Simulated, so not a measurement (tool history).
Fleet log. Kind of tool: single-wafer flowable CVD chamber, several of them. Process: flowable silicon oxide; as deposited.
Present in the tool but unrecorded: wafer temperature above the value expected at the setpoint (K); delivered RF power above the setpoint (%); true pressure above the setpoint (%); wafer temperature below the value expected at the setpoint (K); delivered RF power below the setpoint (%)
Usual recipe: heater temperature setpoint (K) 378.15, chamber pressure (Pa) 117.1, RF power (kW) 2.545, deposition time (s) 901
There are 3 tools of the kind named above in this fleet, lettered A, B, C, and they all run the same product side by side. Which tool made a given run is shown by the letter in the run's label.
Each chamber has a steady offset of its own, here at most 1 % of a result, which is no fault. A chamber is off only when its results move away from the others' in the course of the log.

| run | hour | heater temperature setpoint (K) | chamber pressure (Pa) | RF power (kW) | deposition time (s) | hours since the last thermocouple change | hours since the last RF generator calibration | hours since the last manometer calibration | read-back reference wafer on the same gauge, thickness_nm | mean film thickness on the monitor wafer (angstrom) |
|---|---|---|---|---|---|---|---|---|---|---|
| 1A | 6.9 | 378.15 | 117.1 | 2.545 | 901 | 106.7 | 1177.3 | 525.9 | 530.82 | 5465.3 |
| 2C | 11.2 | 378.15 | 117.1 | 2.545 | 901 | 973.2 | 675.9 | 915.0 | 529.78 | 5491.9 |
| 3B | 14.6 | 378.15 | 117.1 | 2.545 | 901 | 242.7 | 886.9 | 1598.5 | 530.24 | 5354.6 |
| 4A | 21.8 | 378.15 | 117.1 | 2.545 | 901 | 121.6 | 1192.2 | 540.8 | 530.30 | 5446.8 |
| 5B | 28.6 | 378.15 | 117.1 | 2.545 | 901 | 256.7 | 900.9 | 1612.5 | 529.84 | 5376.2 |
| 6C | 35.8 | 378.15 | 128.5 | 2.545 | 981 | 997.8 | 700.5 | 939.6 | 529.78 | 6644.1 |
| 7A | 43.3 | 378.15 | 128.5 | 2.545 | 981 | 143.1 | 1213.7 | 562.3 | 530.42 | 6654.9 |
| 8B | 49.2 | 378.15 | 128.5 | 2.545 | 981 | 277.3 | 921.5 | 1633.1 | 529.61 | 6599.2 |
| 9C | 55.5 | 378.15 | 117.1 | 2.545 | 901 | 1017.5 | 720.2 | 959.3 | 529.88 | 5440.4 |
| 10A | 59.5 | 378.15 | 117.1 | 2.545 | 901 | 159.3 | 1229.9 | 578.5 | 530.25 | 5439.4 |
| 11B | 64.6 | 378.15 | 117.1 | 2.545 | 901 | 292.7 | 936.9 | 1648.5 | 529.79 | 5361.8 |
| 12C | 71.2 | 378.15 | 126.7 | 2.545 | 776 | 1033.2 | 735.9 | 975.0 | 529.45 | 5179.1 |
| 13A | 76.5 | 378.15 | 126.7 | 2.545 | 776 | 176.3 | 1246.9 | 595.5 | 530.54 | 5211.3 |
| 14C | 82.3 | 378.15 | 126.7 | 2.545 | 776 | 1044.3 | 747.0 | 986.1 | 529.81 | 5159.5 |
| 15B | 85.9 | 378.15 | 117.1 | 2.545 | 901 | 314.0 | 958.2 | 1669.8 | 530.05 | 5364.1 |
| 16B | 90.4 | 378.15 | 117.1 | 2.545 | 901 | 318.5 | 962.7 | 1674.3 | 530.43 | 5417.3 |
| 17A | 93.8 | 378.15 | 101.2 | 2.065 | 901 | 193.6 | 1264.2 | 612.8 | 529.84 | 4342.1 |
| 18C | 97.8 | 378.15 | 101.2 | 2.065 | 901 | 1059.8 | 762.5 | 1001.6 | 530.03 | 4343.6 |
| 19B | 101.1 | 378.15 | 101.2 | 2.065 | 901 | 329.2 | 973.4 | 1685.0 | 530.10 | 4323.8 |
| 20C | 106.2 | 378.15 | 117.1 | 2.545 | 901 | 1068.2 | 770.9 | 1010.0 | 529.99 | 5487.1 |
| 21A | 112.1 | 378.15 | 117.1 | 2.545 | 901 | 211.9 | 1282.5 | 631.1 | 530.72 | 5453.4 |
| 22A | 117.8 | 378.15 | 103.7 | 2.545 | 901 | 217.6 | 1288.2 | 636.8 | 530.40 | 4645.1 |
| 23C | 123.8 | 378.15 | 103.7 | 2.545 | 901 | 1085.8 | 788.5 | 1027.6 | 529.86 | 4621.3 |
| 24B | 128.6 | 378.15 | 103.7 | 2.545 | 901 | 356.7 | 1000.9 | 1712.5 | 530.08 | 4647.5 |
| 25A | 132.9 | 378.15 | 117.1 | 2.545 | 901 | 232.7 | 1303.3 | 651.9 | 529.98 | 5487.8 |
| 26C | 137.4 | 378.15 | 117.1 | 2.545 | 901 | 1099.4 | 802.1 | 1041.2 | 530.11 | 5346.4 |
| 27B | 143.0 | 378.15 | 117.1 | 2.545 | 901 | 371.1 | 1015.3 | 1726.9 | 529.62 | 5447.7 |
| 28A | 147.9 | 378.15 | 117.1 | 2.545 | 901 | 247.7 | 1318.3 | 666.9 | 530.21 | 5485.8 |
| 29C | 153.6 | 378.15 | 117.1 | 2.545 | 901 | 1115.6 | 818.3 | 1057.4 | 529.52 | 5319.6 |
| 30B | 160.0 | 378.15 | 117.1 | 2.545 | 901 | 388.1 | 1032.3 | 1743.9 | 530.00 | 5382.6 |
| 31C | 164.8 | 378.15 | 117.1 | 2.545 | 901 | 1126.8 | 829.5 | 1068.6 | 530.36 | 5297.1 |
| 32A | 170.6 | 378.15 | 117.1 | 2.545 | 901 | 270.4 | 1341.0 | 689.6 | 529.72 | 5486.8 |
| 33B | 174.4 | 378.15 | 117.1 | 2.545 | 901 | 402.5 | 1046.7 | 1758.3 | 530.33 | 5388.5 |
| 34C | 181.0 | 378.15 | 117.1 | 2.545 | 901 | 1143.0 | 845.7 | 1084.8 | 530.21 | 5257.0 |
| 35A | 185.8 | 378.15 | 117.1 | 2.545 | 901 | 285.6 | 1356.2 | 704.8 | 529.40 | 5419.2 |
|  | 187.8 | chamber B: RF generator calibrated |
| 36B | 189.3 | 378.15 | 117.1 | 2.545 | 901 | 417.4 | 1.6 | 1773.2 | 530.80 | 5378.1 |
| 37C | 196.0 | 378.15 | 117.1 | 2.545 | 901 | 1158.0 | 860.7 | 1099.8 | 530.31 | 5210.2 |
| 38B | 203.3 | 378.15 | 117.1 | 2.545 | 901 | 431.4 | 15.6 | 1787.2 | 530.29 | 5397.4 |
| 39A | 208.4 | 389.15 | 93.9 | 2.545 | 901 | 308.2 | 1378.8 | 727.4 | 530.18 | 2821.5 |
| 40C | 213.9 | 389.15 | 93.9 | 2.545 | 901 | 1175.9 | 878.6 | 1117.7 | 530.27 | 2739.5 |

Which is it: a chamber that has drifted or been left off by a service, a gauge drift common to all chambers, or only each chamber's usual small offset? If a chamber is off, name it and its likeliest cause.

Chamber C drifts away from the others.
Cause: wafer temperature above the value expected at the setpoint (K) = 1.57.
With only this log, it may be confused with: true pressure below the setpoint (%).

Below are 4 candidate recipes for chamber C's next run, each the usual settings with a change, their results shown as question marks. Which of them brings C's results back in line with what the other chambers give on the usual settings?
Maximum distance from the other chambers' mean on the usual settings for a result to count as in line: mean film thickness on the monitor wafer (angstrom) 82.0
| 41C-1 | 219.2 | 377.15 | 118.1 | 2.545 | 905 |  |  |  |  | ? |
| 41C-2 | 219.2 | 378.15 | 117.1 | 2.185 | 901 |  |  |  |  | ? |
| 41C-3 | 219.2 | 379.15 | 115.9 | 2.545 | 901 |  |  |  |  | ? |
| 41C-4 | 219.2 | 378.15 | 118.9 | 2.545 | 901 |  |  |  |  | ? |

What the other chambers average on the usual settings: mean film thickness on the monitor wafer (angstrom) 5426.2
| run | mean film thickness on the monitor wafer (angstrom) |
|---|---|
| 41C-1 | 5452.5 |
| 41C-2 | 5072.5 |
| 41C-3 | 4958.3 |
| 41C-4 | 5293.3 |
The answer is 41C-1, which returns the chamber to within the allowed miss of the others.

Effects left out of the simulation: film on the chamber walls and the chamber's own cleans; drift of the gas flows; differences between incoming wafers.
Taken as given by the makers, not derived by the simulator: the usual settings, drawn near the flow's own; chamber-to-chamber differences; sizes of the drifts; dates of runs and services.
